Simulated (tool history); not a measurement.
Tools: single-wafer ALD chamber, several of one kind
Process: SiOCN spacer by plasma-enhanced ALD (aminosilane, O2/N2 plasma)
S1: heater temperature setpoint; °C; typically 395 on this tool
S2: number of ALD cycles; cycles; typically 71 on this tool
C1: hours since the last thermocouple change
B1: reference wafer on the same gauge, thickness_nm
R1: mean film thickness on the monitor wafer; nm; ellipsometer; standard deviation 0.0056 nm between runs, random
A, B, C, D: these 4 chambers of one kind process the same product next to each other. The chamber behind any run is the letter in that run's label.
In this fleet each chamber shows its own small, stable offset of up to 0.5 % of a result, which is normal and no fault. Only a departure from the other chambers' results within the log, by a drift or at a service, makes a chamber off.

Run 1A, hour 3.9: usual settings; C1 1508.7; B1 4.8193. Result: R1 4.2861 nm.
Run 2B, hour 11.2: usual settings; C1 891.5; B1 4.8183. Result: R1 4.302 nm.
Run 3D, hour 17.3: usual settings; C1 607.5; B1 4.8174. Result: R1 4.2594 nm.
Run 4C, hour 23.7: usual settings; C1 191.6; B1 4.8158. Result: R1 4.278 nm.
Run 5D, hour 28.3: usual settings; C1 618.5; B1 4.8157. Result: R1 4.2595 nm.
Run 6B, hour 35: usual settings; C1 915.3; B1 4.8134. Result: R1 4.301 nm.
Run 7A, hour 42: usual settings; C1 1546.8; B1 4.8138. Result: R1 4.2805 nm.
Run 8C, hour 47.6: usual settings; C1 215.5; B1 4.8125. Result: R1 4.2837 nm.
Run 9C, hour 52.4: usual settings; C1 220.3; B1 4.8108. Result: R1 4.278 nm.
Run 10A, hour 57.6: usual settings; C1 1562.4; B1 4.8106. Result: R1 4.2689 nm.
Run 11D, hour 64.1: usual settings; C1 654.3; B1 4.8089. Result: R1 4.2641 nm.
Run 12B, hour 70.7: usual settings; C1 951; B1 4.8094. Result: R1 4.303 nm.
Run 13C, hour 74.8: usual settings; C1 242.7; B1 4.8075. Result: R1 4.2772 nm.
Run 14D, hour 78.3: usual settings; C1 668.5; B1 4.8075. Result: R1 4.2536 nm.
Run 15A, hour 83.3: usual settings; C1 1588.1; B1 4.8056. Result: R1 4.2763 nm.
Run 16B, hour 90.9: usual settings; C1 971.2; B1 4.8043. Result: R1 4.3003 nm.
Run 17A, hour 97.8: usual settings; C1 1602.6; B1 4.8039. Result: R1 4.2762 nm.
Run 18C, hour 102.1: usual settings; C1 270; B1 4.8043. Result: R1 4.2831 nm.
Run 19D, hour 109.1: usual settings; C1 699.3; B1 4.8017. Result: R1 4.2567 nm.
Run 20B, hour 113.8: usual settings; C1 994.1; B1 4.8014. Result: R1 4.2889 nm.
Run 21C, hour 119.3: usual settings; C1 287.2; B1 4.801. Result: R1 4.2736 nm.
At hour 121.8: chamber A: thermocouple changed; heater temperature recalibrated.
Run 22A, hour 123.6: usual settings; C1 1.9; B1 4.7986. Result: R1 4.2708 nm.
Run 23B, hour 129.9: usual settings but S1 384 °C, S2 66 cycles; C1 1010.2; B1 4.7968. Result: R1 3.9897 nm.
Run 24D, hour 134.2: usual settings but S1 384 °C, S2 66 cycles; C1 724.4; B1 4.7989. Result: R1 3.9479 nm.
Run 25B, hour 140: usual settings but S1 384 °C, S2 66 cycles; C1 1020.3; B1 4.7951. Result: R1 3.9858 nm.
Run 26C, hour 143.8: usual settings but S1 384 °C, S2 66 cycles; C1 311.7; B1 4.7938. Result: R1 3.9629 nm.
Run 27A, hour 148.9: usual settings; C1 27.2; B1 4.7943. Result: R1 4.2746 nm.

Each of the 4 chambers runs these same settings next. Fill in every chamber's results:
Run 28A, hour 154.3: usual settings. Result: R1 ?.
Run 28B, hour 154.3: usual settings. Result: R1 ?.
Run 28C, hour 154.3: usual settings. Result: R1 ?.
Run 28D, hour 154.3: usual settings. Result: R1 ?.

run      R1
28A  4.2582
28B  4.2895
28C  4.2655
28D  4.2482

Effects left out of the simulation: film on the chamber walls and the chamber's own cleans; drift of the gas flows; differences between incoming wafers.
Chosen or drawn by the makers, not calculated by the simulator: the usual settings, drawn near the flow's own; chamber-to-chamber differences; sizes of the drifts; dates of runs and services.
